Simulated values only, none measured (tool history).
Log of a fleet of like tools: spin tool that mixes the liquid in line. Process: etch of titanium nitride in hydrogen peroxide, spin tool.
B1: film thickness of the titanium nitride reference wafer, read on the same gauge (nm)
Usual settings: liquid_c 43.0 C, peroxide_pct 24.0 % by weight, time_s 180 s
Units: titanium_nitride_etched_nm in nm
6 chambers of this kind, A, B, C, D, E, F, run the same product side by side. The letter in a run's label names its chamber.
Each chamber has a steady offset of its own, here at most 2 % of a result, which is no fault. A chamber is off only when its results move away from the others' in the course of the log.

Run 1C, hour 4.1: usual settings; B1 100.010. Result: titanium_nitride_etched_nm 5.5570 nm.
Run 2D, hour 7.7: usual settings; B1 100.010. Result: titanium_nitride_etched_nm 5.6901 nm.
Run 3A, hour 12.1: usual settings; B1 99.998. Result: titanium_nitride_etched_nm 5.5535 nm.
Run 4F, hour 17.7: usual settings; B1 100.010. Result: titanium_nitride_etched_nm 5.6843 nm.
Run 5B, hour 21.6: usual settings; B1 99.998. Result: titanium_nitride_etched_nm 5.7152 nm.
Run 6E, hour 27.1: usual settings but liquid_c 47.5 C; B1 100.020. Result: titanium_nitride_etched_nm 7.7923 nm.
Run 7D, hour 32.8: usual settings but liquid_c 47.5 C; B1 100.030. Result: titanium_nitride_etched_nm 7.8380 nm.
Run 8E, hour 35.9: usual settings but liquid_c 47.5 C; B1 100.000. Result: titanium_nitride_etched_nm 7.7476 nm.
Run 9C, hour 40.5: usual settings but liquid_c 47.5 C; B1 99.990. Result: titanium_nitride_etched_nm 7.8868 nm.
Run 10A, hour 44.6: usual settings but liquid_c 47.5 C; B1 100.000. Result: titanium_nitride_etched_nm 7.7468 nm.
Run 11F, hour 48.8: usual settings but liquid_c 47.5 C; B1 99.969. Result: titanium_nitride_etched_nm 7.9132 nm.
At hour 51.5: chamber A: new drum of peroxide connected.
Run 12B, hour 51.5: usual settings; B1 100.030. Result: titanium_nitride_etched_nm 5.7721 nm.
Run 13A, hour 56.1: usual settings; B1 100.000. Result: titanium_nitride_etched_nm 5.6151 nm.
Run 14E, hour 60.3: usual settings; B1 100.020. Result: titanium_nitride_etched_nm 5.6261 nm.
Run 15F, hour 65.6: usual settings; B1 100.020. Result: titanium_nitride_etched_nm 5.7297 nm.
Run 16C, hour 71.3: usual settings; B1 99.991. Result: titanium_nitride_etched_nm 5.6601 nm.
At hour 72.6: chamber C: thermometer replaced.
Run 17B, hour 75.6: usual settings but liquid_c 33.5 C, peroxide_pct 27.5 % by weight; B1 99.983. Result: titanium_nitride_etched_nm 2.8609 nm.
Run 18D, hour 80.1: usual settings but liquid_c 33.5 C, peroxide_pct 27.5 % by weight; B1 100.000. Result: titanium_nitride_etched_nm 2.8162 nm.
Run 19F, hour 83.0: usual settings but liquid_c 33.5 C, peroxide_pct 27.5 % by weight; B1 100.010. Result: titanium_nitride_etched_nm 2.7669 nm.
Run 20A, hour 87.9: usual settings but liquid_c 33.5 C, peroxide_pct 27.5 % by weight; B1 99.986. Result: titanium_nitride_etched_nm 2.7112 nm.
Run 21B, hour 92.7: usual settings but liquid_c 33.5 C, peroxide_pct 27.5 % by weight; B1 99.988. Result: titanium_nitride_etched_nm 2.8320 nm.
Run 22C, hour 95.7: usual settings but liquid_c 33.5 C, peroxide_pct 27.5 % by weight; B1 100.010. Result: titanium_nitride_etched_nm 2.7967 nm.
Run 23D, hour 100.8: usual settings; B1 99.989. Result: titanium_nitride_etched_nm 5.5920 nm.
Run 24E, hour 106.0: usual settings; B1 100.020. Result: titanium_nitride_etched_nm 5.7101 nm.
Run 25D, hour 110.5: usual settings; B1 99.994. Result: titanium_nitride_etched_nm 5.7263 nm.
Run 26F, hour 114.5: usual settings; B1 100.030. Result: titanium_nitride_etched_nm 5.8088 nm.
Run 27B, hour 118.1: usual settings; B1 100.010. Result: titanium_nitride_etched_nm 5.7572 nm.
Run 28C, hour 123.3: usual settings; B1 100.000. Result: titanium_nitride_etched_nm 5.6830 nm.
Run 29E, hour 129.1: usual settings; B1 99.989. Result: titanium_nitride_etched_nm 5.5438 nm.
Run 30A, hour 134.8: usual settings; B1 100.020. Result: titanium_nitride_etched_nm 5.3498 nm.
Run 31F, hour 139.0: usual settings; B1 100.010. Result: titanium_nitride_etched_nm 5.7627 nm.
Run 32D, hour 143.0: usual settings but time_s 285 s; B1 99.977. Result: titanium_nitride_etched_nm 8.9905 nm.
Run 33B, hour 147.6: usual settings but time_s 285 s; B1 100.000. Result: titanium_nitride_etched_nm 9.0525 nm.
Run 34C, hour 151.7: usual settings but time_s 285 s; B1 99.980. Result: titanium_nitride_etched_nm 8.9707 nm.
Run 35A, hour 154.4: usual settings but time_s 285 s; B1 99.993. Result: titanium_nitride_etched_nm 8.1933 nm.
Run 36E, hour 157.3: usual settings but time_s 285 s; B1 100.000. Result: titanium_nitride_etched_nm 8.8064 nm.
Run 37B, hour 162.9: usual settings but time_s 285 s; B1 100.010. Result: titanium_nitride_etched_nm 9.0425 nm.
Run 38E, hour 167.7: usual settings but liquid_c 48.0 C; B1 99.985. Result: titanium_nitride_etched_nm 8.1317 nm.
Run 39D, hour 171.0: usual settings but liquid_c 48.0 C; B1 100.000. Result: titanium_nitride_etched_nm 8.1738 nm.
Run 40F, hour 174.2: usual settings but liquid_c 48.0 C; B1 99.986. Result: titanium_nitride_etched_nm 8.2647 nm.
Run 41C, hour 177.8: usual settings but liquid_c 48.0 C; B1 100.000. Result: titanium_nitride_etched_nm 8.1101 nm.
Run 42A, hour 180.9: usual settings but liquid_c 48.0 C; B1 100.000. Result: titanium_nitride_etched_nm 7.4379 nm.
Run 43C, hour 183.9: usual settings but liquid_c 48.0 C; B1 100.000. Result: titanium_nitride_etched_nm 8.2420 nm.

Next, every chamber runs the same settings. What will each give?
Run 44A, hour 188.1: usual settings but peroxide_pct 27.0 % by weight. Result: titanium_nitride_etched_nm ?.
Run 44B, hour 188.1: usual settings but peroxide_pct 27.0 % by weight. Result: titanium_nitride_etched_nm ?.
Run 44C, hour 188.1: usual settings but peroxide_pct 27.0 % by weight. Result: titanium_nitride_etched_nm ?.
Run 44D, hour 188.1: usual settings but peroxide_pct 27.0 % by weight. Result: titanium_nitride_etched_nm ?.
Run 44E, hour 188.1: usual settings but peroxide_pct 27.0 % by weight. Result: titanium_nitride_etched_nm ?.
Run 44F, hour 188.1: usual settings but peroxide_pct 27.0 % by weight. Result: titanium_nitride_etched_nm ?.

run  titanium_nitride_etched_nm
44A                      5.1985
44B                      5.8708
44C                      5.8149
44D                      5.8787
44E                      5.7449
44F                      5.7890
